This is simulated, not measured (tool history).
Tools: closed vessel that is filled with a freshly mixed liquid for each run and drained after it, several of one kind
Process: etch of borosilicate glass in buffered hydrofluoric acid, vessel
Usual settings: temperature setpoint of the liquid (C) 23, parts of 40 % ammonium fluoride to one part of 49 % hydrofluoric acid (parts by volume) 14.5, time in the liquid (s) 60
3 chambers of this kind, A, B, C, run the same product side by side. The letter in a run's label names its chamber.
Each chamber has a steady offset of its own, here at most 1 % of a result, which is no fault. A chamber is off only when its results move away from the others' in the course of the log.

run	day	temperature setpoint of the liquid (C)	parts of 40 % ammonium fluoride to one part of 49 % hydrofluoric acid (parts by volume)	time in the liquid (s)	read-back film thickness of the borosilicate glass reference wafer, read on the same gauge (nm)	thickness taken off the borosilicate glass on a monitor wafer (Å)
1B	0.425	23	14.5	60	60.013	491.97
2A	0.879	23	14.5	60	60.009	486.01
3C	1.225	23	14.5	60	59.996	493.05
4B	1.575	23	14.5	60	60.000	492.72
5A	1.821	23	14.5	60	59.976	492.24
6C	2.092	23	14.5	60	60.011	490.88
7B	2.321	23	14.5	60	59.982	494.49
8A	2.562	23	14.5	60	59.998	491.61
# day 2.796: chamber C: thermometer replaced
9C	2.900	23	20.0	60	59.988	359.21
10C	3.238	23	20.0	60	60.006	356.68
11A	3.550	23	20.0	60	60.021	362.42
12B	3.942	23	14.5	60	60.008	493.18
13B	4.354	23	14.5	60	60.013	490.50
14C	4.788	23	14.5	60	59.974	481.92
15A	5.229	19	14.5	70	59.984	462.91
16C	5.529	19	14.5	70	60.003	452.77
17B	5.742	19	14.5	70	60.002	455.27
18A	6.058	23	14.5	60	60.000	496.23
19A	6.508	23	19.0	60	60.018	378.39
20C	6.892	23	19.0	60	59.998	365.42
21B	7.175	23	19.0	60	59.989	375.03
22C	7.629	23	14.5	60	60.020	477.31
23B	8.046	23	14.5	60	59.978	495.29
24A	8.262	23	14.5	60	60.015	492.92
25A	8.625	23	14.5	60	60.011	496.02
26B	8.883	23	14.5	60	60.005	485.63
27C	9.350	23	14.5	60	60.001	466.85
28A	9.725	23	14.5	60	59.989	498.30
29C	9.950	21	14.5	60	60.034	419.26
30B	10.396	21	14.5	60	59.993	440.66
31A	10.758	21	14.5	60	60.018	441.13
32B	11.046	23	14.5	60	59.986	492.05
33C	11.496	23	14.5	60	60.024	463.55
34C	11.771	23	14.5	40	59.988	306.89
35A	12.117	23	14.5	40	59.992	332.08

Is one chamber off against the others, does the gauge drift, or is nothing wrong? If a chamber is off, say which, and what the likeliest cause is.

Chamber C drifts away from the others.
Cause: hydrofluoric acid flow below the setpoint (%) = 7.06.

Here are 4 candidates for chamber C's next run, each the usual settings with a change, their results left as question marks. Which one brings its results back in line with what the others give on the usual settings?
In line means no further than this from the other chambers' mean on the usual settings: thickness taken off the borosilicate glass on a monitor wafer (Å) 9.60
36C-1	12.450	23	15.5	60		?
36C-2	12.450	23	13.5	60		?
36C-3	12.450	22	16.0	60		?
36C-4	12.450	23	12.5	60		?

The other chambers' mean on the usual settings: thickness taken off the borosilicate glass on a monitor wafer (Å) 492.47
run	thickness taken off the borosilicate glass on a monitor wafer (Å)
36C-1	430.42
36C-2	492.53
36C-3	395.67
36C-4	530.85
36C-2 brings the chamber back in line.

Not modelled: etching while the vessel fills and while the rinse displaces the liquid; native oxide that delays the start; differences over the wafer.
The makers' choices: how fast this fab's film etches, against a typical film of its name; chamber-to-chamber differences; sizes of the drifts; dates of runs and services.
